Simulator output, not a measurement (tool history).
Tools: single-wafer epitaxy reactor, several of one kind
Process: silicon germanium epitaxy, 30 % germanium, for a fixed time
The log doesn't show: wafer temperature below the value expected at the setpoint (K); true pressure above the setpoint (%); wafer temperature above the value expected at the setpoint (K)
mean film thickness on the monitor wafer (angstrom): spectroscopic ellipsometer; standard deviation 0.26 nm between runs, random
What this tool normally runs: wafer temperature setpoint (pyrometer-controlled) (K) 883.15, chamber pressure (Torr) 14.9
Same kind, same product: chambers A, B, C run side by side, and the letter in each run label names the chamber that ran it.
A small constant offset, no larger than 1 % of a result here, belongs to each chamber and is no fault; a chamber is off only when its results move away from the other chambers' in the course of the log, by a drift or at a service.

run   hour  wafer temperature setpoint (pyrometer-controlled) (K)  chamber pressure (Torr)  hours since the last pyrometer calibration  hours since the last manometer calibration  read-back reference wafer on the same gauge, thickness_nm  mean film thickness on the monitor wafer (angstrom)
 1A   16.0                                                 883.15                     14.9                                       617.1                                      1786.1                                                     55.018                                               631.15
 2B   28.8                                                 883.15                     14.9                                      1318.6                                       792.1                                                     54.944                                               628.78
 3C   37.9                                                 883.15                     14.9                                      1900.2                                      1403.0                                                     54.969                                               632.77
 4A   52.7                                                 883.15                     14.9                                       653.8                                      1822.8                                                     55.001                                               629.40
 5C   65.8                                                 883.15                     14.9                                      1928.1                                      1430.9                                                     54.993                                               629.81
 6B   78.9                                                 883.15                     17.9                                      1368.7                                       842.2                                                     54.983                                               670.49
 7C   88.9                                                 883.15                     17.9                                      1951.2                                      1454.0                                                     55.070                                               673.40
 8B  100.9                                                 883.15                     17.9                                      1390.7                                       864.2                                                     55.009                                               672.55
 9A  114.0                                                 896.15                     18.1                                       715.1                                      1884.1                                                     55.008                                               859.33
10C  121.2                                                 896.15                     18.1                                      1983.5                                      1486.3                                                     54.937                                               851.03
11B  136.6                                                 896.15                     18.1                                      1426.4                                       899.9                                                     55.000                                               848.71
12A  151.2                                                 883.15                     14.9                                       752.3                                      1921.3                                                     55.078                                               629.32
     157.1  -- chamber B: pyrometer calibrated
13A  161.6                                                 883.15                     14.9                                       762.7                                      1931.7                                                     55.082                                               628.13
14C  174.3                                                 883.15                     14.9                                      2036.6                                      1539.4                                                     55.015                                               632.13
     177.3  -- chamber C: capacitance manometer re-zeroed and calibrated
15B  187.9                                                 883.15                     14.9                                        30.8                                       951.2                                                     54.949                                               622.65
16C  195.3                                                 883.15                     14.9                                      2057.6                                        18.0                                                     54.963                                               630.35
17B  210.9                                                 883.15                     14.9                                        53.8                                       974.2                                                     55.045                                               628.51
18A  219.3                                                 883.15                     14.9                                       820.4                                      1989.4                                                     55.009                                               630.21
19C  228.3                                                 883.15                     14.9                                      2090.6                                        51.0                                                     55.040                                               629.62
20B  236.3                                                 891.15                     18.3                                        79.2                                       999.6                                                     54.973                                               783.41
21A  248.6                                                 891.15                     18.3                                       849.7                                      2018.7                                                     54.964                                               790.94
22A  260.2                                                 891.15                     18.3                                       861.3                                      2030.3                                                     55.049                                               782.63
23B  269.4                                                 883.15                     14.9                                       112.3                                      1032.7                                                     55.031                                               624.24
24C  284.3                                                 883.15                     14.9                                      2146.6                                       107.0                                                     55.021                                               625.57
25C  295.9                                                 883.15                     14.9                                      2158.2                                       118.6                                                     54.963                                               628.04
26A  307.7                                                 883.15                     14.9                                       908.8                                      2077.8                                                     54.978                                               627.56
27B  320.4                                                 878.15                     12.7                                       163.3                                      1083.7                                                     55.025                                               536.31
28A  335.4                                                 878.15                     12.7                                       936.5                                      2105.5                                                     54.945                                               542.87
29C  346.6                                                 878.15                     12.7                                      2208.9                                       169.3                                                     54.967                                               538.94
30B  359.0                                                 883.15                     14.9                                       201.9                                      1122.3                                                     55.034                                               626.33
31A  366.1                                                 883.15                     14.9                                       967.2                                      2136.2                                                     55.015                                               629.09
32C  381.1                                                 883.15                     14.9                                      2243.4                                       203.8                                                     55.027                                               630.39
33B  392.1                                                 874.15                     14.9                                       235.0                                      1155.4                                                     55.014                                               529.98
     392.9  -- chamber C: pyrometer calibrated
34A  400.5                                                 874.15                     14.9                                      1001.6                                      2170.6                                                     55.023                                               533.98
35C  413.3                                                 874.15                     14.9                                        20.4                                       236.0                                                     55.078                                               532.45
36B  425.5                                                 883.15                     14.9                                       268.4                                      1188.8                                                     54.980                                               624.09
37B  437.2                                                 897.15                     12.9                                       280.1                                      1200.5                                                     55.039                                               756.04
38A  447.4                                                 897.15                     12.9                                      1048.5                                      2217.5                                                     55.042                                               758.08
39C  461.7                                                 897.15                     12.9                                        68.8                                       284.4                                                     55.010                                               753.40
40B  471.6                                                 883.15                     14.9                                       314.5                                      1234.9                                                     55.000                                               624.22
41C  482.7                                                 883.15                     14.9                                        89.8                                       305.4                                                     54.974                                               623.86
42A  493.1                                                 883.15                     14.9                                      1094.2                                      2263.2                                                     55.023                                               629.61
43C  502.1                                                 883.15                     14.9                                       109.2                                       324.8                                                     54.994                                               628.25
44B  511.9                                                 883.15                     14.9                                       354.8                                      1275.2                                                     55.025                                               621.50

Is one chamber off against the others, does the gauge drift, or is nothing wrong? If a chamber is off, say which, and what the likeliest cause is.

The fleet is healthy, with each chamber sitting at its usual small offset and no drift in the gauge.

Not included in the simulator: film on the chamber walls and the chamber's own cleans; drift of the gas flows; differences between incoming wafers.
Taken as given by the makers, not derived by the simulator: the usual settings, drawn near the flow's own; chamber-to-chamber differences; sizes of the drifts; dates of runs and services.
